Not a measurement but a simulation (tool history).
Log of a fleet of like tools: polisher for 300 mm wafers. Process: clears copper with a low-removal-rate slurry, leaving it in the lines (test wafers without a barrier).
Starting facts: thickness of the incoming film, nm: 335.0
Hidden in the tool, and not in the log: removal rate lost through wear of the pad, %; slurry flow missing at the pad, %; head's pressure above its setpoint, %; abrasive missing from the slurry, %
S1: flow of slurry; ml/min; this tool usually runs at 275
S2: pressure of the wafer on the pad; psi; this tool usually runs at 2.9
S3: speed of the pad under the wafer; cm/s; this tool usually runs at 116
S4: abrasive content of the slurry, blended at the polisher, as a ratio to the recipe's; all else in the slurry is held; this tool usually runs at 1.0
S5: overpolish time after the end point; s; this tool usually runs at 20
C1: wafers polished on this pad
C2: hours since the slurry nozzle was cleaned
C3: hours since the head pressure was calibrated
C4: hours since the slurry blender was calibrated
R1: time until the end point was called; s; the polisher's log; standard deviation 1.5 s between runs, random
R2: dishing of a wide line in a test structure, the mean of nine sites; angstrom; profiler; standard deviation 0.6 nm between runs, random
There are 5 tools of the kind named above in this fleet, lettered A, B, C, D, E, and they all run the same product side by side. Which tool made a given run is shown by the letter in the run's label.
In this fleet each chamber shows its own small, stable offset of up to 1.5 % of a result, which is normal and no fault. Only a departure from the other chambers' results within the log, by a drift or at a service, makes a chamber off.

run	day	S1	S2	S3	S4	S5	C1	C2	C3	C4	R1	R2
# day 0.125: chamber C: worn pad replaced by a new one
1B	0.233	275	2.9	116	1.0	20	765	29.4	30.4	231.2	96.355	417.65
2E	0.612	275	2.9	116	1.0	20	195	462.4	407.4	99.7	95.729	408.63
# day 0.854: chamber D: worn pad replaced by a new one
3C	0.892	275	2.9	116	1.0	20	107	49.5	182.3	131.8	89.945	419.74
# day 1.125: chamber E: slurry nozzle cleaned
4A	1.167	275	2.9	116	1.0	20	165	486.9	158.4	84.7	92.191	425.89
5D	1.425	275	2.9	116	1.0	20	80	121.0	351.4	98.4	92.748	420.47
6A	1.767	275	2.9	116	1.0	20	249	501.3	172.8	99.1	94.291	426.60
7C	1.946	275	2.9	116	1.0	20	255	74.8	207.6	157.1	94.074	413.44
8B	2.183	275	2.9	116	1.0	20	1038	76.2	77.2	278.0	94.361	403.85
9D	2.425	275	2.9	116	1.0	20	220	145.0	375.4	122.4	93.316	413.32
10E	2.796	275	2.9	116	1.0	20	501	40.1	459.8	152.1	96.870	434.82
11B	2.996	275	2.9	116	1.0	20	1152	95.7	96.7	297.5	92.164	415.35
# day 3.025: chamber B: worn pad replaced by a new one
# day 3.250: chamber E: worn pad replaced by a new one
12E	3.346	275	3.5	116	1.0	20	13	53.3	473.0	165.3	77.469	487.35
13D	3.675	275	3.5	116	1.0	20	395	175.0	405.4	152.4	76.296	469.29
14A	3.983	275	3.5	116	1.0	20	559	554.5	226.0	152.3	80.294	480.01
15C	4.188	275	3.5	116	1.0	20	569	128.6	261.4	210.9	78.222	481.40
16D	4.483	275	3.5	116	1.0	20	508	194.4	424.8	171.8	74.287	483.48
# day 4.592: chamber D: worn pad replaced by a new one
17E	4.875	275	2.9	116	1.0	20	227	90.0	509.7	202.0	94.248	421.89
18C	5.192	275	2.9	116	1.0	20	709	152.7	285.5	235.0	98.363	405.96
# day 5.362: chamber D: slurry nozzle cleaned
19A	5.600	275	2.9	116	1.0	20	785	593.3	264.8	191.1	95.311	419.13
20B	5.979	275	2.9	116	1.0	20	413	167.3	168.3	369.1	94.129	418.08
21E	6.358	275	2.9	116	1.0	20	435	125.6	545.3	237.6	92.919	411.70
22B	6.554	275	2.9	116	1.3	20	494	181.1	182.1	382.9	89.264	432.74
# day 6.600: chamber B: slurry blender recalibrated
23A	6.754	275	2.9	116	1.3	20	947	621.0	292.5	218.8	90.088	445.75
24C	7.108	275	2.9	116	1.3	20	978	198.7	331.5	281.0	94.680	416.52
# day 7.383: chamber A: worn pad replaced by a new one
25D	7.442	275	2.9	116	1.3	20	399	50.0	495.8	242.8	88.235	439.56
# day 7.550: chamber E: worn pad replaced by a new one
# day 7.854: chamber C: worn pad replaced by a new one
26A	7.854	275	2.9	116	1.3	20	65	647.4	318.9	245.2	90.982	427.64
# day 8.067: chamber A: slurry nozzle cleaned
27C	8.225	275	2.9	116	1.0	20	52	225.5	358.3	307.8	99.358	394.20
# day 8.492: chamber D: worn pad replaced by a new one
28B	8.562	275	2.9	116	1.0	20	775	229.3	230.3	47.2	95.240	410.17
29E	8.925	275	2.9	116	1.0	20	192	187.2	606.9	299.2	91.268	424.61
30D	9.262	275	2.9	116	1.0	20	108	93.7	539.5	286.5	92.229	421.52
31A	9.442	275	2.9	116	1.0	20	288	33.0	357.0	283.3	95.234	416.42
32C	9.754	275	2.9	116	1.0	20	266	262.2	395.0	344.5	99.742	398.96
33D	10.021	275	2.9	116	1.0	20	214	111.9	557.7	304.7	94.974	409.47
34B	10.304	275	2.9	116	1.0	20	1019	271.1	272.1	89.0	90.682	409.72
35E	10.562	275	2.9	116	1.0	20	422	226.5	646.2	338.5	94.635	414.74
36E	10.938	275	2.9	116	1.0	20	474	235.5	655.2	347.5	95.075	419.59
# day 11.217: chamber B: worn pad replaced by a new one
37B	11.229	275	2.9	116	1.0	20	2	293.3	294.3	111.2	94.587	415.10

All 5 chambers run these settings next. Forecast each chamber's results:
38A	11.525	275	2.9	116	1.0	20					?	?
38B	11.525	275	2.9	116	1.0	20					?	?
38C	11.525	275	2.9	116	1.0	20					?	?
38D	11.525	275	2.9	116	1.0	20					?	?
38E	11.525	275	2.9	116	1.0	20					?	?

run	R1	R2
38A	92.801	418.65
38B	93.146	423.83
38C	99.862	387.08
38D	95.209	418.33
38E	92.976	405.93

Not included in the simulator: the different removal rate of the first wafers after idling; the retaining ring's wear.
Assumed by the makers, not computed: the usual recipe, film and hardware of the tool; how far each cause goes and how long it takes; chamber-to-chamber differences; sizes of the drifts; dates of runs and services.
